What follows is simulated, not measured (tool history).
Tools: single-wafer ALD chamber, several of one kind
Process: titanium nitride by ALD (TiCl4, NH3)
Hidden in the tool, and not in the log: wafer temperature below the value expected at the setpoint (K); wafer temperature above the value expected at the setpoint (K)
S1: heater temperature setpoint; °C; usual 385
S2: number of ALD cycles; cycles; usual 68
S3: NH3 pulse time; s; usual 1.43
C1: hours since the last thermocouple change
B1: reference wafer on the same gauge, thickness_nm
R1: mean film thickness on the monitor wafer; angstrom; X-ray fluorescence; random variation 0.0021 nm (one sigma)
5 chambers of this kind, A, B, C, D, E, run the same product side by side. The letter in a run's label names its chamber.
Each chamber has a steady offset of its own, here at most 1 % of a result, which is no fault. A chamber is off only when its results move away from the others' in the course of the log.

run	hour	S1	S2	S3	C1	B1	R1
1D	3.4	385	68	1.43	200.6	1.2395	14.417
2B	8.0	385	68	1.43	1495.2	1.2399	14.634
3A	11.9	385	68	1.43	1026.3	1.2399	14.615
4E	13.9	385	68	1.43	2223.8	1.2393	14.460
5C	18.6	385	68	1.43	1695.0	1.2393	14.537
6B	21.5	385	68	1.43	1508.7	1.2393	14.599
7A	24.6	385	61	1.64	1039.0	1.2388	13.196
8D	28.2	385	61	1.64	225.4	1.2387	13.061
9E	31.9	385	61	1.64	2241.8	1.2384	13.050
10C	36.3	385	61	1.64	1712.7	1.2384	13.151
11B	40.0	385	61	1.64	1527.2	1.2380	13.221
12C	42.2	385	68	1.43	1718.6	1.2382	14.521
13A	44.7	385	68	1.43	1059.1	1.2379	14.596
14D	48.6	385	68	1.43	245.8	1.2376	14.433
15E	51.6	385	68	1.43	2261.5	1.2378	14.417
16B	53.8	374	63	1.43	1541.0	1.2375	13.358
17A	58.3	374	63	1.43	1072.7	1.2374	13.260
18D	61.3	374	63	1.43	258.5	1.2371	13.110
19E	63.5	374	63	1.43	2273.4	1.2372	13.197
20C	66.8	374	63	1.43	1743.2	1.2368	13.240
21A	70.0	385	68	1.43	1084.4	1.2368	14.590
22C	73.5	385	68	1.43	1749.9	1.2365	14.529
23D	77.3	385	68	1.43	274.5	1.2360	14.366
24B	81.5	385	68	1.43	1568.7	1.2355	14.603
25E	84.3	385	68	1.43	2294.2	1.2360	14.418
26D	88.2	385	68	1.43	285.4	1.2360	14.352
27E	91.4	385	68	1.43	2301.3	1.2356	14.445
28C	94.0	385	68	1.43	1770.4	1.2353	14.529
29A	96.0	385	68	1.43	1110.4	1.2353	14.549
30B	100.0	385	68	1.43	1587.2	1.2353	14.571
31B	103.0	385	68	1.43	1590.2	1.2349	14.572
32C	107.2	385	68	1.43	1783.6	1.2348	14.495
33A	111.7	385	68	1.43	1126.1	1.2343	14.555
34D	116.3	385	73	1.43	313.5	1.2343	15.448
35E	119.1	385	73	1.43	2329.0	1.2343	15.453
36D	121.5	385	73	1.43	318.7	1.2339	15.412
37C	124.3	385	73	1.43	1800.7	1.2339	15.541
38E	128.5	385	73	1.43	2338.4	1.2345	15.460
39B	132.3	385	68	1.43	1619.5	1.2337	14.556
40A	135.3	385	68	1.43	1149.7	1.2334	14.495
41D	138.3	385	68	1.43	335.5	1.2335	14.346
42A	142.6	385	68	1.43	1157.0	1.2332	14.517
43E	146.3	385	68	1.43	2356.2	1.2332	14.420

Next, every chamber runs the same settings. What will each give?
44A	149.7	385	68	1.43			?
44B	149.7	385	68	1.43			?
44C	149.7	385	68	1.43			?
44D	149.7	385	68	1.43			?
44E	149.7	385	68	1.43			?

run	R1
44A	14.529
44B	14.530
44C	14.456
44D	14.334
44E	14.408

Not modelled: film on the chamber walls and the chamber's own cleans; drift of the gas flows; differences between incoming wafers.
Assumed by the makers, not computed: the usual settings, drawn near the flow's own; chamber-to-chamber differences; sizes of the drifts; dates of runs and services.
